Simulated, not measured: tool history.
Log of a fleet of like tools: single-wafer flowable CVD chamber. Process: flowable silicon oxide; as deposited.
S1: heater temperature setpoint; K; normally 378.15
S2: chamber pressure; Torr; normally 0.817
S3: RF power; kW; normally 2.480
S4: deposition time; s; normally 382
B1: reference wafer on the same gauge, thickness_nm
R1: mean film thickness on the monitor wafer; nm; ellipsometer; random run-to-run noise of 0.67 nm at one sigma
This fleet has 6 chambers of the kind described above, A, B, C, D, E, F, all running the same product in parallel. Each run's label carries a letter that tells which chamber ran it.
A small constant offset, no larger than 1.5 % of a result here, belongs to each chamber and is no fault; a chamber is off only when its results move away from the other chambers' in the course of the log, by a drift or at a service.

Run 1F, hour 2.2: usual settings; B1 222.11. Result: R1 210.33 nm.
Run 2C, hour 5.2: usual settings; B1 221.79. Result: R1 211.81 nm.
Run 3A, hour 7.4: usual settings; B1 221.93. Result: R1 210.38 nm.
Run 4E, hour 9.3: usual settings; B1 222.09. Result: R1 207.50 nm.
Run 5B, hour 11.5: usual settings; B1 222.01. Result: R1 209.83 nm.
Run 6D, hour 15.1: usual settings; B1 221.79. Result: R1 210.28 nm.
Run 7C, hour 19.3: usual settings; B1 221.86. Result: R1 212.28 nm.
Run 8B, hour 22.0: usual settings; B1 222.07. Result: R1 208.81 nm.
Run 9E, hour 26.2: usual settings; B1 221.93. Result: R1 209.68 nm.
Run 10A, hour 28.6: usual settings; B1 222.13. Result: R1 210.20 nm.
Run 11D, hour 30.6: usual settings; B1 221.89. Result: R1 210.79 nm.
Run 12F, hour 33.6: usual settings; B1 221.91. Result: R1 209.80 nm.
Run 13A, hour 36.8: usual settings; B1 222.06. Result: R1 209.65 nm.
Run 14F, hour 39.3: usual settings; B1 222.05. Result: R1 209.72 nm.
Run 15E, hour 41.6: usual settings; B1 221.96. Result: R1 208.32 nm.
Run 16D, hour 45.2: usual settings; B1 221.78. Result: R1 208.07 nm.
Run 17B, hour 47.3: usual settings; B1 221.89. Result: R1 208.41 nm.
Run 18C, hour 50.9: usual settings but S3 2.005 kW; B1 222.06. Result: R1 203.29 nm.
Run 19D, hour 54.6: usual settings but S3 2.005 kW; B1 221.90. Result: R1 201.63 nm.
Run 20B, hour 58.8: usual settings but S3 2.005 kW; B1 221.97. Result: R1 202.19 nm.
Run 21A, hour 61.2: usual settings but S3 2.005 kW; B1 222.07. Result: R1 202.31 nm.
Run 22C, hour 65.0: usual settings but S3 2.005 kW; B1 222.01. Result: R1 205.22 nm.
Run 23F, hour 69.1: usual settings but S3 2.005 kW; B1 222.10. Result: R1 202.24 nm.
Run 24E, hour 72.9: usual settings; B1 221.96. Result: R1 208.80 nm.
Run 25E, hour 75.4: usual settings; B1 222.12. Result: R1 208.86 nm.
Run 26A, hour 79.6: usual settings; B1 221.99. Result: R1 210.16 nm.
Run 27F, hour 83.7: usual settings; B1 222.10. Result: R1 209.40 nm.
Run 28B, hour 86.6: usual settings; B1 222.07. Result: R1 208.64 nm.
Run 29C, hour 90.8: usual settings but S1 385.15 K; B1 222.17. Result: R1 172.19 nm.
Run 30D, hour 95.0: usual settings but S1 385.15 K; B1 222.10. Result: R1 167.71 nm.
Run 31D, hour 99.1: usual settings but S1 385.15 K; B1 221.99. Result: R1 166.43 nm.
Run 32A, hour 102.0: usual settings but S1 385.15 K; B1 222.17. Result: R1 166.64 nm.
Run 33C, hour 105.1: usual settings but S1 385.15 K; B1 222.03. Result: R1 173.10 nm.
Run 34F, hour 107.5: usual settings but S1 385.15 K; B1 222.03. Result: R1 167.45 nm.
Run 35E, hour 109.5: usual settings; B1 222.04. Result: R1 208.80 nm.
Run 36B, hour 113.1: usual settings; B1 221.97. Result: R1 208.94 nm.
Run 37E, hour 115.9: usual settings but S3 2.140 kW; B1 221.99. Result: R1 203.77 nm.
Run 38F, hour 118.4: usual settings but S3 2.140 kW; B1 221.95. Result: R1 203.99 nm.

Decide between three cases: one chamber stands off from its peers, the gauge reading all wafers drifts, or nothing is wrong past each chamber's small offset. Where a chamber is off, say which and what most likely put it there.

It is chamber C that slowly wanders off from its peers.
Most likely cause: wafer temperature below the value expected at the setpoint (K) = 0.829.
The log might look much the same if the cause were instead: true pressure above the setpoint (%).

Which of the 4 candidates below, each the usual settings with something changed and its results left as question marks, puts chamber C back in line with what the other chambers give on the usual settings?
Allowed miss from the other chambers' usual-settings mean, per result, to count as in line: R1 2.40 nm
Run 39C-1, hour 121.4: usual settings but S1 377.15 K, S2 0.829 Torr, S3 2.485 kW, S4 385 s. Result: R1 ?.
Run 39C-2, hour 121.4: usual settings but S1 380.15 K. Result: R1 ?.
Run 39C-3, hour 121.4: usual settings but S4 367 s. Result: R1 ?.
Run 39C-4, hour 121.4: usual settings but S1 377.15 K, S2 0.822 Torr, S4 383 s. Result: R1 ?.

Mean of the other chambers on the usual settings: R1 209.31 nm
  run      R1
39C-1  231.97
39C-2  204.48
39C-3  209.88
39C-4  228.22
39C-3 is the one that brings the chamber's results back in line with the other chambers.
